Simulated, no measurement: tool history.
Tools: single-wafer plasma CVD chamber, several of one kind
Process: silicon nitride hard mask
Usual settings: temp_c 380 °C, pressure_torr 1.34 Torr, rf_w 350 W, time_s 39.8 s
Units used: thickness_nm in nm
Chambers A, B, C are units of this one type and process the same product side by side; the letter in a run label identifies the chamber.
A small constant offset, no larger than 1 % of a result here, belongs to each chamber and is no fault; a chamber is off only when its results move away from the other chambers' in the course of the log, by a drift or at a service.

run	hour	temp_c	pressure_torr	rf_w	time_s	read-back reference wafer on the same gauge, thickness_nm	thickness_nm
1C	10.5	380	1.34	350	39.8	48.392	48.507
2A	15.6	380	1.34	350	39.8	48.409	48.136
3B	27.2	380	1.34	350	39.8	48.435	48.941
4B	35.7	380	1.34	350	39.8	48.409	48.910
5A	41.1	380	1.34	350	39.8	48.437	47.836
6C	46.3	380	1.34	350	39.8	48.399	48.427
7B	52.1	380	1.34	350	39.8	48.386	48.824
8A	59.0	380	1.34	350	39.8	48.405	48.133
9C	70.3	380	1.34	350	39.8	48.310	48.487
10B	76.2	380	1.34	350	39.8	48.394	49.083
11A	87.0	380	1.34	350	39.8	48.414	48.036
12C	92.3	380	1.34	350	39.8	48.389	48.088
13C	100.2	380	1.34	350	39.8	48.418	47.909
14B	107.5	380	1.59	395	39.8	48.411	55.191
15A	115.4	380	1.59	395	39.8	48.368	54.318
16A	121.3	380	1.59	395	39.8	48.423	54.395
17C	129.5	380	1.34	350	39.8	48.377	47.769
18B	136.2	370	1.34	350	35.8	48.424	43.908
19C	143.3	370	1.34	350	35.8	48.394	42.941
20A	148.7	370	1.34	350	35.8	48.336	43.325
21B	159.7	380	1.24	350	45.6	48.387	54.164
22B	169.0	380	1.24	350	45.6	48.381	54.976
23A	178.9	380	1.24	350	45.6	48.378	53.802

What goes on in this fleet: one chamber off, a drifting gauge, or nothing beyond the chambers' own small offsets? Name the chamber and the cause, if any.

One chamber, C, drifts off from the rest bit by bit.
Likeliest cause: delivered RF power below the setpoint (%) = 8.05.

Here are 4 candidates for chamber C's next run, each the usual settings with a change, their results left as question marks. Which one brings its results back in line with what the others give on the usual settings?
Allowed miss from the other chambers' usual-settings mean, per result, to count as in line: thickness_nm 0.710 nm
24C-1	187.2	380	1.34	375	39.8		?
24C-2	187.2	380	1.35	355	40.4		?
24C-3	187.2	380	1.32	345	38.6		?
24C-4	187.2	380	1.33	345	39.2		?

Other chambers, usual settings, mean: thickness_nm 48.367 nm
run	thickness_nm
24C-1	48.065
24C-2	47.242
24C-3	43.990
24C-4	44.780
Change 24C-1 lands the chamber within the allowed miss of the other chambers.
